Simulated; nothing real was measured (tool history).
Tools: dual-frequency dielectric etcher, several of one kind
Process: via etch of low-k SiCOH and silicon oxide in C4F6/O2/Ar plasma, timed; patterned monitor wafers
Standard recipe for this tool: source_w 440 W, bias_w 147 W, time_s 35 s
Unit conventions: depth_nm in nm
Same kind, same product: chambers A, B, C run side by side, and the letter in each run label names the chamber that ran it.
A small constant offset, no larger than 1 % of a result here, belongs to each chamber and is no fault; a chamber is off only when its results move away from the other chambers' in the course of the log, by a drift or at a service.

run	hour	source_w	bias_w	time_s	read-back reference wafer on the same gauge, depth_nm	depth_nm
1C	9.1	440	147	35	70.325	80.23
2A	16.9	440	147	35	70.288	81.285
3B	22.8	440	147	35	70.302	81.026
4B	30.7	440	147	35	70.293	81.089
5A	35.4	440	147	35	70.317	80.592
6C	41.8	440	147	35	70.325	79.736
7C	50.4	440	147	35	70.319	80.191
8B	58.9	440	147	35	70.327	80.648
9A	65.5	440	147	35	70.262	80.848
10B	74	440	147	35	70.299	80.777
11A	78.1	440	147	35	70.317	81.05
12C	82.1	440	147	35	70.24	80.116
13A	90.3	440	147	35	70.271	80.301
14C	97.8	440	147	35	70.313	80.112
15B	106.4	440	147	35	70.297	80.866
16C	111.9	440	147	32	70.275	73.427
17B	121.1	440	147	32	70.345	73.897
18A	129.4	440	147	32	70.295	74.042
19B	135.4	440	147	35	70.254	80.737
20C	143	440	147	35	70.269	79.952
21A	147.3	440	147	35	70.319	80.537
22C	154.4	440	147	35	70.298	80.077
23A	160.9	440	147	35	70.318	80.6
24B	165.2	440	147	35	70.31	80.474
25C	172.3	440	147	35	70.372	80.348
26A	180.8	440	147	35	70.31	80.713
27B	188.6	440	147	35	70.216	80.943
28A	192.9	440	147	35	70.242	80.746
# hour 194.5: chamber C: bias power generator calibrated
29B	198	440	147	35	70.293	80.666
30C	207.1	440	147	35	70.288	79.744
31A	215.5	440	147	35	70.35	81.049
32B	220.4	440	147	35	70.32	80.602
33C	227.5	440	147	35	70.279	80.186
34B	232.8	440	147	35	70.31	80.642
35A	240.6	440	147	35	70.315	80.822
36C	246.9	440	147	35	70.309	79.862
# hour 250.6: chamber A: wet clean of the chamber
37C	253.9	440	147	35	70.25	80.447
38A	258.6	440	147	35	70.265	80.885
39B	263.3	440	147	35	70.254	80.522
40A	272.3	440	147	35	70.284	80.839
41B	280.4	440	147	35	70.256	81.059
42C	287.3	440	147	35	70.279	80.308
# hour 289.7: chamber B: bias power generator calibrated
43B	293.4	440	147	35	70.263	80.598
44C	298.1	440	147	35	70.318	80.262

Predict what each chamber gives when all 3 of them run the settings below next.
45A	304.6	440	147	35		?
45B	304.6	440	147	35		?
45C	304.6	440	147	35		?

run	depth_nm
45A	80.787
45B	81.506
45C	80.382
